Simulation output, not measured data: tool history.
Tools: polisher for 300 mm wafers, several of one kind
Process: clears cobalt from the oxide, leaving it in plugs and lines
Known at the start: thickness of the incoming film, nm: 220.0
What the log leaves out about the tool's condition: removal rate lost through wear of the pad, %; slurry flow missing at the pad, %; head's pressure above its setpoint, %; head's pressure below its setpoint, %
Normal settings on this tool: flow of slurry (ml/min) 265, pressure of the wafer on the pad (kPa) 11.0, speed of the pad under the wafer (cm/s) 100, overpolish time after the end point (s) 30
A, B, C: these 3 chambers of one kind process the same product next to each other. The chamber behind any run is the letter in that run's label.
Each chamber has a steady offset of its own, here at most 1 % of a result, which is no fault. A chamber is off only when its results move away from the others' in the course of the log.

| run | hour | flow of slurry (ml/min) | pressure of the wafer on the pad (kPa) | speed of the pad under the wafer (cm/s) | overpolish time after the end point (s) | wafers polished on this pad | hours since the slurry nozzle was cleaned | hours since the head pressure was calibrated | time until the end point was called (s) | dishing of a wide line in a test structure (angstrom) |
|---|---|---|---|---|---|---|---|---|---|---|
| 1B | 5.6 | 265 | 11.0 | 100 | 30 | 615 | 387.2 | 328.6 | 48.900 | 289.34 |
| 2C | 10.6 | 265 | 11.0 | 100 | 30 | 211 | 506.5 | 1085.5 | 50.004 | 292.55 |
| 3A | 16.4 | 265 | 11.0 | 100 | 30 | 190 | 171.1 | 79.4 | 48.052 | 287.98 |
| 4C | 23.3 | 265 | 11.0 | 100 | 30 | 351 | 519.2 | 1098.2 | 47.983 | 299.68 |
| 5A | 30.7 | 265 | 11.0 | 120 | 30 | 348 | 185.4 | 93.7 | 41.292 | 300.13 |
| 6B | 36.5 | 265 | 11.0 | 120 | 30 | 955 | 418.1 | 359.5 | 41.170 | 298.78 |
| 7B | 43.8 | 265 | 11.0 | 120 | 30 | 1035 | 425.4 | 366.8 | 41.081 | 304.31 |
|  | 49.8 | chamber C: head pressure recalibrated |
| 8C | 51.1 | 215 | 11.0 | 100 | 18 | 656 | 547.0 | 1.3 | 50.658 | 273.17 |
|  | 55.5 | chamber A: worn pad replaced by a new one |
| 9A | 58.8 | 215 | 11.0 | 100 | 18 | 37 | 213.5 | 121.8 | 51.110 | 270.61 |
| 10C | 65.6 | 215 | 11.0 | 100 | 18 | 816 | 561.5 | 15.8 | 49.277 | 270.40 |
|  | 70.1 | chamber C: worn pad replaced by a new one |
| 11B | 70.5 | 265 | 11.0 | 100 | 30 | 1328 | 452.1 | 393.5 | 49.957 | 300.22 |
| 12A | 77.2 | 305 | 11.0 | 84 | 30 | 239 | 231.9 | 140.2 | 56.832 | 288.08 |
| 13C | 82.1 | 305 | 11.0 | 84 | 30 | 132 | 578.0 | 32.3 | 57.987 | 297.01 |
| 14B | 87.4 | 305 | 11.0 | 84 | 30 | 1514 | 469.0 | 410.4 | 57.541 | 295.18 |
| 15A | 94.0 | 265 | 11.0 | 100 | 30 | 424 | 248.7 | 157.0 | 48.845 | 296.84 |
| 16A | 100.1 | 265 | 11.0 | 100 | 30 | 491 | 254.8 | 163.1 | 48.552 | 303.49 |
|  | 105.1 | chamber B: slurry nozzle cleaned |
|  | 106.7 | chamber A: slurry nozzle cleaned |
| 17C | 110.0 | 265 | 11.0 | 100 | 30 | 438 | 605.9 | 60.2 | 49.498 | 300.78 |
|  | 113.7 | chamber A: worn pad replaced by a new one |
| 18B | 114.7 | 265 | 11.0 | 100 | 30 | 1814 | 9.7 | 437.7 | 50.416 | 287.44 |
| 19A | 120.8 | 265 | 11.0 | 100 | 30 | 78 | 14.1 | 183.8 | 47.982 | 290.32 |
| 20C | 126.0 | 265 | 11.0 | 100 | 30 | 614 | 621.9 | 76.2 | 48.867 | 291.70 |
| 21B | 135.4 | 195 | 9.7 | 100 | 30 | 2042 | 30.4 | 458.4 | 61.537 | 308.25 |
|  | 140.2 | chamber B: head pressure recalibrated |
| 22B | 144.3 | 195 | 9.7 | 100 | 30 | 2139 | 39.3 | 4.1 | 61.216 | 289.78 |
|  | 151.2 | chamber C: worn pad replaced by a new one |
| 23A | 153.2 | 195 | 9.7 | 100 | 30 | 434 | 46.5 | 216.2 | 57.098 | 298.33 |
| 24C | 161.7 | 265 | 11.0 | 100 | 30 | 115 | 657.6 | 111.9 | 49.200 | 297.51 |
| 25C | 166.5 | 265 | 11.0 | 100 | 30 | 168 | 662.4 | 116.7 | 48.606 | 294.04 |
|  | 173.4 | chamber A: worn pad replaced by a new one |
| 26A | 176.7 | 265 | 11.0 | 100 | 30 | 37 | 70.0 | 239.7 | 48.399 | 296.01 |
| 27B | 184.3 | 265 | 11.0 | 100 | 30 | 2579 | 79.3 | 44.1 | 51.718 | 285.13 |
| 28A | 189.7 | 265 | 11.0 | 100 | 30 | 179 | 83.0 | 252.7 | 49.629 | 293.65 |
| 29C | 198.9 | 265 | 14.5 | 100 | 30 | 524 | 694.8 | 149.1 | 36.979 | 301.36 |
| 30B | 204.6 | 265 | 14.5 | 100 | 30 | 2802 | 99.6 | 64.4 | 40.126 | 292.49 |
| 31C | 210.6 | 265 | 14.5 | 100 | 30 | 653 | 706.5 | 160.8 | 37.690 | 297.26 |
| 32B | 218.2 | 320 | 11.0 | 100 | 30 | 2951 | 113.2 | 78.0 | 51.187 | 300.82 |
|  | 225.5 | chamber A: worn pad replaced by a new one |
| 33A | 226.3 | 320 | 11.0 | 100 | 30 | 9 | 119.6 | 289.3 | 48.457 | 289.90 |
| 34C | 232.0 | 320 | 11.0 | 100 | 30 | 888 | 727.9 | 182.2 | 47.479 | 308.02 |
| 35B | 241.5 | 265 | 11.0 | 100 | 30 | 3207 | 136.5 | 101.3 | 53.436 | 292.45 |
|  | 241.9 | chamber C: worn pad replaced by a new one |
| 36A | 246.3 | 265 | 11.0 | 100 | 30 | 228 | 139.6 | 309.3 | 47.975 | 286.95 |
| 37A | 253.0 | 265 | 11.0 | 100 | 30 | 302 | 146.3 | 316.0 | 49.762 | 299.82 |
| 38B | 259.7 | 265 | 11.0 | 100 | 30 | 3407 | 154.7 | 119.5 | 52.951 | 295.62 |
| 39C | 264.1 | 265 | 11.0 | 100 | 30 | 244 | 760.0 | 214.3 | 49.724 | 292.42 |
| 40C | 273.9 | 195 | 14.5 | 100 | 30 | 351 | 769.8 | 224.1 | 38.345 | 291.17 |

Decide between three cases: one chamber stands off from its peers, the gauge reading all wafers drifts, or nothing is wrong past each chamber's small offset. Where a chamber is off, say which and what most likely put it there.

It is chamber B that slowly wanders off from its peers.
Cause: removal rate lost through wear of the pad, % = 10.2.

Which of the 4 candidates below, each the usual settings with something changed and its results left as question marks, puts chamber B back in line with what the other chambers give on the usual settings?
Maximum distance from the other chambers' mean on the usual settings for a result to count as in line: time until the end point was called (s) 2.100; dishing of a wide line in a test structure (angstrom) 19.00
| 41B-1 | 281.2 | 270 | 12.4 | 112 | 25 |  |  |  | ? | ? |
| 41B-2 | 281.2 | 265 | 10.3 | 94 | 32 |  |  |  | ? | ? |
| 41B-3 | 281.2 | 265 | 11.7 | 106 | 28 |  |  |  | ? | ? |
| 41B-4 | 281.2 | 265 | 9.7 | 90 | 36 |  |  |  | ? | ? |

The other chambers' mean on the usual settings: time until the end point was called (s) 48.867; dishing of a wide line in a test structure (angstrom) 295.07
| run | time until the end point was called (s) | dishing of a wide line in a test structure (angstrom) |
|---|---|---|
| 41B-1 | 43.219 | 294.93 |
| 41B-2 | 61.806 | 294.26 |
| 41B-3 | 48.418 | 295.43 |
| 41B-4 | 69.118 | 295.13 |
Change 41B-3 lands the chamber within the allowed miss of the other chambers.
